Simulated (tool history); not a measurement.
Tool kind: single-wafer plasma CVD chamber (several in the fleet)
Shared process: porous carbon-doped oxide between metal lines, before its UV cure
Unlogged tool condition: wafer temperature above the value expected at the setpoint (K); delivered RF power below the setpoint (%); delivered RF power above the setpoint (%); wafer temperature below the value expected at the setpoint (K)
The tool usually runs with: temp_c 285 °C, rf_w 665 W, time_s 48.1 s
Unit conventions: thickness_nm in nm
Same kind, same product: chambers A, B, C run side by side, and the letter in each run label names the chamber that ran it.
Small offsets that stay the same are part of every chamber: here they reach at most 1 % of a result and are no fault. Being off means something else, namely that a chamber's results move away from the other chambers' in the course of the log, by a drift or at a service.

run   hour  temp_c  rf_w  time_s  hours since the last thermocouple change  hours since the last RF generator calibration  read-back reference wafer on the same gauge, thickness_nm  thickness_nm
 1A   16.0     285   665    48.1                                     272.8                                          756.6                                                     277.14        335.38
 2B   30.6     285   665    48.1                                    1145.5                                          983.3                                                     276.55        336.97
 3C   45.0     285   665    48.1                                     945.3                                          730.6                                                     276.85        344.38
 4A   60.5     285   665    48.1                                     317.3                                          801.1                                                     277.24        339.36
 5B   68.2     291   665    48.1                                    1183.1                                         1020.9                                                     277.10        325.94
 6C   81.9     291   665    48.1                                     982.2                                          767.5                                                     277.26        327.76
 7B   90.4     291   665    48.1                                    1205.3                                         1043.1                                                     276.93        323.05
 8C  101.5     292   665    48.1                                    1001.8                                          787.1                                                     277.10        328.93
 9A  112.3     292   665    48.1                                     369.1                                          852.9                                                     277.00        325.35
10B  127.2     292   665    48.1                                    1242.1                                         1079.9                                                     277.00        323.19
11C  135.2     285   665    48.1                                    1035.5                                          820.8                                                     277.09        340.45
12A  151.7     285   665    48.1                                     408.5                                          892.3                                                     277.22        339.77
13B  165.4     285   665    48.1                                    1280.3                                         1118.1                                                     277.10        340.10
14A  181.8     277   665    48.1                                     438.6                                          922.4                                                     276.91        349.64
15C  189.8     277   665    48.1                                    1090.1                                          875.4                                                     276.88        360.18
16B  204.8     277   665    48.1                                    1319.7                                         1157.5                                                     276.78        355.39
17C  218.1     285   665    48.1                                    1118.4                                          903.7                                                     276.84        338.57
18A  232.0     285   665    48.1                                     488.8                                          972.6                                                     277.12        337.65
19A  247.0     285   665    48.1                                     503.8                                          987.6                                                     276.93        338.52
20C  255.6     285   665    48.1                                    1155.9                                          941.2                                                     276.93        342.10

All 3 chambers run these settings next. Forecast each chamber's results:
21A  267.5     285   665    48.1                                                                                                                                                                 ?
21B  267.5     285   665    48.1                                                                                                                                                                 ?
21C  267.5     285   665    48.1                                                                                                                                                                 ?

run  thickness_nm
21A        340.39
21B        335.90
21C        344.21

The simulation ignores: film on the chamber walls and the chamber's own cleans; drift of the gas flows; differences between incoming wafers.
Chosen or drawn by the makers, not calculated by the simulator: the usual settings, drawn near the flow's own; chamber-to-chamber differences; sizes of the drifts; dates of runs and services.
